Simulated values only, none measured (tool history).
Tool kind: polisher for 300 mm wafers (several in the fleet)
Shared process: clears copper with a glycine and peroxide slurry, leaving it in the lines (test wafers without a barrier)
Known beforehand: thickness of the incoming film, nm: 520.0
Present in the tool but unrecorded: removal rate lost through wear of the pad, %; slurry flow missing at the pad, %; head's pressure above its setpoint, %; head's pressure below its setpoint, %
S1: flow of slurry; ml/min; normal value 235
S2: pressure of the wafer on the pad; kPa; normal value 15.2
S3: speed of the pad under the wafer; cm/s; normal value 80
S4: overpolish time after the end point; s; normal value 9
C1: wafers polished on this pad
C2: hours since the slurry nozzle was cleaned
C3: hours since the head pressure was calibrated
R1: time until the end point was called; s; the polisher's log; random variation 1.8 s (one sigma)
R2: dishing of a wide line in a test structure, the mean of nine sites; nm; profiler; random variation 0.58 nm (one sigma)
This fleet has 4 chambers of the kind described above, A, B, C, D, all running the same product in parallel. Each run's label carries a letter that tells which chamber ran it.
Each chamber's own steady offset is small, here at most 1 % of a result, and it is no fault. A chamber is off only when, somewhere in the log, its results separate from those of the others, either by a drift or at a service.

run 1D hour=12.1 | S1=235 S2=15.2 S3=80 S4=9 | C1=672 C2=101.7 C3=313.5 | R1=141.93 R2=24.433
-- hour=25.7 chamber B: worn pad replaced by a new one
-- hour=26 chamber C: worn pad replaced by a new one
run 2A hour=26.2 | S1=235 S2=15.2 S3=80 S4=9 | C1=668 C2=475.1 C3=83.1 | R1=141.58 R2=24.431
-- hour=30.8 chamber C: head pressure recalibrated
run 3C hour=37.4 | S1=235 S2=15.2 S3=80 S4=9 | C1=101 C2=102.6 C3=6.6 | R1=141.71 R2=23.59
run 4B hour=46.4 | S1=235 S2=15.2 S3=80 S4=9 | C1=184 C2=464.2 C3=595.8 | R1=146.83 R2=24.397
run 5A hour=61.1 | S1=235 S2=15.2 S3=80 S4=9 | C1=978 C2=510 C3=118 | R1=140.32 R2=24.811
run 6C hour=74.1 | S1=235 S2=15.2 S3=80 S4=9 | C1=428 C2=139.3 C3=43.3 | R1=142.13 R2=23.765
-- hour=85.9 chamber D: worn pad replaced by a new one
run 7B hour=86.1 | S1=235 S2=15.2 S3=60 S4=9 | C1=537 C2=503.9 C3=635.5 | R1=176.31 R2=19.307
run 8D hour=98.7 | S1=235 S2=15.2 S3=60 S4=9 | C1=114 C2=188.3 C3=400.1 | R1=178.44 R2=20.635
run 9C hour=106.2 | S1=235 S2=15.2 S3=60 S4=9 | C1=714 C2=171.4 C3=75.4 | R1=177.24 R2=20.605
-- hour=109.5 chamber B: worn pad replaced by a new one
run 10D hour=118.3 | S1=235 S2=15.2 S3=60 S4=9 | C1=289 C2=207.9 C3=419.7 | R1=179.77 R2=19.89
-- hour=122.8 chamber A: worn pad replaced by a new one
run 11A hour=124.8 | S1=235 S2=15.2 S3=80 S4=9 | C1=18 C2=573.7 C3=181.7 | R1=141.07 R2=24.876
run 12B hour=138.6 | S1=235 S2=15.2 S3=80 S4=9 | C1=259 C2=556.4 C3=688 | R1=143.46 R2=23.532
-- hour=141.8 chamber C: worn pad replaced by a new one
run 13D hour=150 | S1=235 S2=15.2 S3=80 S4=9 | C1=571 C2=239.6 C3=451.4 | R1=142.55 R2=23.414
run 14C hour=159.9 | S1=235 S2=15.2 S3=80 S4=9 | C1=161 C2=225.1 C3=129.1 | R1=139.39 R2=24.317
run 15A hour=169.4 | S1=235 S2=15.2 S3=80 S4=9 | C1=415 C2=618.3 C3=226.3 | R1=139.72 R2=24.743
-- hour=181.4 chamber B: slurry nozzle cleaned
run 16B hour=181.4 | S1=235 S2=15.2 S3=80 S4=13 | C1=640 C2=0 C3=730.8 | R1=139.25 R2=33.492
run 17B hour=190.8 | S1=235 S2=15.2 S3=80 S4=13 | C1=724 C2=9.4 C3=740.2 | R1=140.24 R2=33.647
-- hour=193 chamber B: worn pad replaced by a new one
run 18A hour=205.4 | S1=235 S2=15.2 S3=80 S4=13 | C1=735 C2=654.3 C3=262.3 | R1=143.14 R2=34.154
run 19D hour=214.2 | S1=235 S2=15.2 S3=80 S4=13 | C1=1142 C2=303.8 C3=515.6 | R1=145.85 R2=32.548
-- hour=217 chamber D: worn pad replaced by a new one
run 20C hour=226.1 | S1=235 S2=15.2 S3=80 S4=9 | C1=751 C2=291.3 C3=195.3 | R1=143.05 R2=23.824
run 21C hour=233.5 | S1=235 S2=15.2 S3=80 S4=9 | C1=816 C2=298.7 C3=202.7 | R1=140.7 R2=23.501
run 22B hour=242.6 | S1=235 S2=15.2 S3=80 S4=9 | C1=442 C2=61.2 C3=792 | R1=138.65 R2=24.145
-- hour=243.9 chamber C: worn pad replaced by a new one
run 23D hour=256.5 | S1=235 S2=15.2 S3=80 S4=9 | C1=351 C2=346.1 C3=557.9 | R1=145.97 R2=25.092
-- hour=262.4 chamber A: worn pad replaced by a new one
run 24A hour=265.6 | S1=235 S2=15.2 S3=80 S4=9 | C1=29 C2=714.5 C3=322.5 | R1=142.61 R2=24.222
run 25D hour=277.7 | S1=235 S2=15.2 S3=80 S4=9 | C1=540 C2=367.3 C3=579.1 | R1=143.06 R2=24.114
-- hour=285.7 chamber B: worn pad replaced by a new one
run 26B hour=287.2 | S1=235 S2=15.2 S3=104 S4=9 | C1=13 C2=105.8 C3=836.6 | R1=111.15 R2=29.099
run 27C hour=298.7 | S1=235 S2=15.2 S3=104 S4=9 | C1=488 C2=363.9 C3=267.9 | R1=115.32 R2=29.362
run 28A hour=312.2 | S1=235 S2=15.2 S3=104 S4=9 | C1=444 C2=761.1 C3=369.1 | R1=115.34 R2=29.156
run 29C hour=318.9 | S1=235 S2=15.2 S3=104 S4=9 | C1=668 C2=384.1 C3=288.1 | R1=115.04 R2=28.459
run 30B hour=327 | S1=235 S2=15.2 S3=80 S4=9 | C1=367 C2=145.6 C3=876.4 | R1=136.05 R2=25.527
run 31D hour=338.7 | S1=235 S2=15.2 S3=80 S4=9 | C1=1083 C2=428.3 C3=640.1 | R1=146 R2=23.883
-- hour=348.6 chamber C: worn pad replaced by a new one
run 32A hour=350.4 | S1=170 S2=15.2 S3=80 S4=13 | C1=784 C2=799.3 C3=407.3 | R1=151.85 R2=30.283
run 33A hour=357.6 | S1=170 S2=15.2 S3=80 S4=13 | C1=848 C2=806.5 C3=414.5 | R1=145.69 R2=30.874
-- hour=358.5 chamber A: slurry nozzle cleaned
-- hour=361.9 chamber D: worn pad replaced by a new one
run 34B hour=364.9 | S1=170 S2=15.2 S3=80 S4=13 | C1=705 C2=183.5 C3=914.3 | R1=140.52 R2=34.364
run 35C hour=372.9 | S1=170 S2=15.2 S3=80 S4=13 | C1=217 C2=438.1 C3=342.1 | R1=147.14 R2=32.614
-- hour=376.8 chamber B: worn pad replaced by a new one
run 36D hour=383.2 | S1=235 S2=15.2 S3=80 S4=9 | C1=190 C2=472.8 C3=684.6 | R1=142.91 R2=23.854
run 37A hour=394.3 | S1=235 S2=15.2 S3=80 S4=9 | C1=1175 C2=35.9 C3=451.2 | R1=141.43 R2=25.495
run 38D hour=404.8 | S1=235 S2=15.2 S3=80 S4=9 | C1=382 C2=494.4 C3=706.2 | R1=144.37 R2=24.098
run 39B hour=411.6 | S1=235 S2=15.2 S3=80 S4=11 | C1=310 C2=230.2 C3=961 | R1=131.21 R2=30.832
run 40C hour=420.9 | S1=235 S2=15.2 S3=80 S4=11 | C1=644 C2=486.1 C3=390.1 | R1=141.15 R2=27.756

What goes on in this fleet: one chamber off, a drifting gauge, or nothing beyond the chambers' own small offsets? Name the chamber and the cause, if any.

Chamber B drifts away from the others.
What lies behind it: head's pressure above its setpoint, % = 10.4.

Which of the 4 candidates below, each the usual settings with something changed and its results left as question marks, puts chamber B back in line with what the other chambers give on the usual settings?
Counts as in line when no further than this from what the other chambers average on the usual settings: R1 6.5 s; R2 2 nm
run 41B-1 hour=431.6 | S1=235 S2=15.9 S3=84 S4=9 | R1=? R2=?
run 41B-2 hour=431.6 | S1=240 S2=16.5 S3=88 S4=9 | R1=? R2=?
run 41B-3 hour=431.6 | S1=230 S2=13.8 S3=72 S4=9 | R1=? R2=?
run 41B-4 hour=431.6 | S1=235 S2=14.5 S3=76 S4=9 | R1=? R2=?

What the other chambers average on the usual settings: R1 142.35 s; R2 24.127 nm
run=41B-1 R1=123.5 R2=27.338
run=41B-2 R1=114.81 R2=29.205
run=41B-3 R1=154.64 R2=22.249
run=41B-4 R1=142.95 R2=23.919
The answer is 41B-4, which returns the chamber to within the allowed miss of the others.
